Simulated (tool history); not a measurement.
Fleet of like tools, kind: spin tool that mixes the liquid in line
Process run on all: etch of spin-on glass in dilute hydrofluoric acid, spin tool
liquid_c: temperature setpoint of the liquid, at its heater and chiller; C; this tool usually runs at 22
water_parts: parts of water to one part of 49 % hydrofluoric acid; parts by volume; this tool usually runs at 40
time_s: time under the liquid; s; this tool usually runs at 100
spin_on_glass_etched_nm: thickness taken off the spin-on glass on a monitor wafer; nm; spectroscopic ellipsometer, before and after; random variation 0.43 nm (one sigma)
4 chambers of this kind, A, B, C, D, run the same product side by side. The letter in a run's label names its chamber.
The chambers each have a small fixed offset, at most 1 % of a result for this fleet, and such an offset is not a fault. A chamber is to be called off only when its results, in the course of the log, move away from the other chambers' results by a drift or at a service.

run,hour,liquid_c,water_parts,time_s,"read-back film thickness of the spin-on glass reference wafer, read on the same gauge (nm)",spin_on_glass_etched_nm
1B,8.5,22,40,100,110,53.457
2A,20.4,22,40,100,109.98,53.221
3C,34.3,22,40,100,110.04,53.774
4D,44,22,40,100,109.99,53.406
5D,56.8,22,40,100,110,54.873
6C,64.7,22,40,100,109.98,53.672
7A,73.1,22,40,100,110,53.84
8B,85,22,50,100,109.99,42.957
9A,93.9,22,50,100,109.98,42.291
10C,107.8,22,50,100,109.99,42.636
11B,115.1,22,50,100,110.01,42.427
12D,124.1,22,50,155,110.01,65.995
13D,136.9,22,50,155,110,64.705
14A,146.3,22,50,155,109.97,66.546
15B,156.8,22,50,155,110.01,64.986
16C,171,22,40,100,109.98,53.21
17D,178.8,22,40,100,110.01,52.4
18C,191.3,22,40,100,110.04,52.934
19B,198.9,19,40,100,110.02,47.103
20A,212.1,19,40,100,110.06,47.343
21C,224.2,19,40,100,110.04,47.603
22D,233.4,19,40,100,109.98,44.415
23A,244.1,22,40,100,110.01,54.074
24B,258.1,22,40,100,109.99,52.359
25A,271.9,22,40,100,110.01,53.399
26B,285,22,40,100,110.06,53.579
27C,293.7,22,40,100,110.02,53.557
28D,303.6,22,40,100,110.02,49.024
29A,317.4,22,40,100,109.97,53.921

Has any chamber moved away from the others, gradually or after a service, or does the common gauge drift, or do the chambers differ only by their own small steady offsets? State the chamber and the most likely cause if one applies.

Chamber D drifts away from the others.
Likeliest cause: hydrofluoric acid flow below the setpoint (%) = 9.83.
From this log alone, it may not be told apart from: liquid colder than its thermometer reads (K).

Which of the 4 candidates below, each the usual settings with something changed and its results left as question marks, puts chamber D back in line with what the other chambers give on the usual settings?
Counts as in line when no further than this from what the other chambers average on the usual settings: spin_on_glass_etched_nm 1.5 nm
30D-1,328,22,40,90,,?
30D-2,328,22,40,95,,?
30D-3,328,22,40,110,,?
30D-4,328,22,40,105,,?

The other chambers' mean on the usual settings: spin_on_glass_etched_nm 53.63 nm
run,spin_on_glass_etched_nm
30D-1,43.444
30D-2,45.858
30D-3,53.099
30D-4,50.685
The answer is 30D-3, which returns the chamber to within the allowed miss of the others.
